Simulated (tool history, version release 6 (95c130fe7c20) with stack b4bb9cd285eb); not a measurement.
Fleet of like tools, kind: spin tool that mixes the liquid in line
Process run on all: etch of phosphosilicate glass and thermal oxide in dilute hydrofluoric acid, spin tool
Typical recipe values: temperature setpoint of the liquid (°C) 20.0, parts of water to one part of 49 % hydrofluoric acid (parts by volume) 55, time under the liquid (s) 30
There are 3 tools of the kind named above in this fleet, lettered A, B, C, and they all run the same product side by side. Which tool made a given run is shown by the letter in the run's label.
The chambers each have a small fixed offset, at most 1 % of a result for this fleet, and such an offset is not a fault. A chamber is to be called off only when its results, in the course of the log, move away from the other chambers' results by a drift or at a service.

| run | hour | temperature setpoint of the liquid (°C) | parts of water to one part of 49 % hydrofluoric acid (parts by volume) | time under the liquid (s) | read-back film thickness of the phosphosilicate glass reference wafer, read on the same gauge (nm) | read-back film thickness of the thermal oxide reference wafer, read on the same gauge (nm) | thickness taken off the phosphosilicate glass on a monitor wafer (nm) | thickness taken off the thermal oxide on a monitor wafer (nm) |
|---|---|---|---|---|---|---|---|---|
| 1C | 9.4 | 20.0 | 55 | 30 | 99.995 | 29.982 | 33.772 | 2.2396 |
| 2B | 16.9 | 20.0 | 55 | 30 | 100.010 | 30.005 | 33.988 | 2.2552 |
|  | 20.8 | chamber C: thermometer replaced |
| 3A | 26.4 | 20.0 | 55 | 30 | 99.962 | 30.004 | 33.397 | 2.1957 |
| 4A | 40.6 | 20.0 | 55 | 30 | 99.992 | 30.004 | 33.496 | 2.2475 |
| 5C | 48.4 | 20.0 | 55 | 30 | 100.010 | 30.020 | 33.854 | 2.2375 |
| 6B | 61.7 | 20.0 | 55 | 30 | 100.010 | 29.983 | 33.660 | 2.2508 |
| 7A | 77.2 | 20.0 | 55 | 30 | 100.000 | 29.994 | 33.923 | 2.1851 |
| 8C | 92.6 | 18.0 | 55 | 30 | 100.030 | 30.022 | 31.172 | 2.0768 |
| 9B | 103.0 | 18.0 | 55 | 30 | 99.995 | 29.994 | 31.339 | 2.0387 |
| 10A | 116.2 | 18.0 | 55 | 30 | 100.020 | 30.007 | 31.082 | 2.0573 |
| 11C | 130.1 | 20.0 | 55 | 30 | 99.990 | 29.991 | 33.689 | 2.2170 |
| 12B | 140.5 | 20.0 | 55 | 30 | 100.010 | 30.013 | 33.450 | 2.2185 |
| 13A | 149.1 | 20.0 | 55 | 30 | 99.999 | 29.989 | 33.343 | 2.2707 |
| 14B | 161.3 | 20.0 | 55 | 30 | 100.010 | 29.991 | 33.919 | 2.2452 |
| 15C | 168.9 | 20.0 | 35 | 40 | 100.010 | 29.984 | 71.132 | 4.8157 |
| 16A | 180.2 | 20.0 | 35 | 40 | 99.967 | 29.987 | 71.764 | 4.7369 |
| 17B | 192.7 | 20.0 | 35 | 40 | 99.987 | 30.013 | 72.529 | 4.7580 |
| 18C | 200.0 | 17.5 | 55 | 20 | 100.010 | 29.994 | 20.231 | 1.3493 |
| 19A | 208.2 | 17.5 | 55 | 20 | 100.010 | 29.988 | 20.505 | 1.3201 |
| 20B | 216.4 | 17.5 | 55 | 20 | 100.000 | 30.017 | 20.282 | 1.3514 |
| 21C | 225.8 | 20.0 | 55 | 30 | 99.991 | 29.976 | 33.868 | 2.2308 |
| 22B | 235.3 | 20.0 | 55 | 30 | 99.994 | 30.003 | 33.695 | 2.2760 |
| 23C | 243.5 | 20.0 | 55 | 30 | 99.998 | 29.996 | 34.000 | 2.2570 |
| 24A | 255.1 | 20.0 | 55 | 30 | 99.988 | 30.007 | 33.753 | 2.1773 |
| 25A | 265.3 | 20.0 | 55 | 30 | 99.992 | 30.013 | 33.426 | 2.2250 |
| 26C | 272.8 | 20.0 | 55 | 30 | 99.994 | 29.998 | 33.457 | 2.2458 |
|  | 280.4 | chamber C: hydrofluoric acid flow meter replaced |
| 27B | 288.3 | 20.0 | 55 | 30 | 100.010 | 30.002 | 33.643 | 2.2439 |
| 28A | 301.6 | 20.0 | 55 | 25 | 99.974 | 30.014 | 27.913 | 1.8348 |
| 29C | 315.7 | 20.0 | 55 | 25 | 100.000 | 29.996 | 28.081 | 1.8503 |
| 30B | 324.2 | 20.0 | 55 | 25 | 100.020 | 29.999 | 28.455 | 1.8766 |
| 31B | 339.3 | 20.0 | 55 | 30 | 100.000 | 30.018 | 34.116 | 2.2468 |
| 32A | 349.1 | 20.0 | 55 | 30 | 99.989 | 29.988 | 33.739 | 2.2102 |
| 33C | 359.3 | 20.0 | 55 | 30 | 100.020 | 29.974 | 33.520 | 2.2147 |
| 34B | 372.5 | 20.0 | 55 | 30 | 99.996 | 30.025 | 33.820 | 2.2382 |
| 35C | 387.9 | 20.0 | 55 | 30 | 99.994 | 29.984 | 33.472 | 2.2552 |
| 36A | 397.9 | 20.0 | 55 | 30 | 99.992 | 29.985 | 33.675 | 2.1863 |
| 37A | 412.8 | 20.0 | 55 | 30 | 100.020 | 30.000 | 33.435 | 2.1790 |
| 38C | 427.1 | 20.0 | 55 | 30 | 100.000 | 30.013 | 33.942 | 2.2091 |
| 39B | 442.8 | 22.5 | 65 | 30 | 100.030 | 29.998 | 31.069 | 2.0322 |
| 40A | 457.9 | 22.5 | 65 | 30 | 100.020 | 29.994 | 31.119 | 2.0516 |

Has any chamber moved away from the others, gradually or after a service, or does the common gauge drift, or do the chambers differ only by their own small steady offsets? State the chamber and the most likely cause if one applies.

Beyond each chamber's small constant offset nothing stands out, and the gauge stays steady.
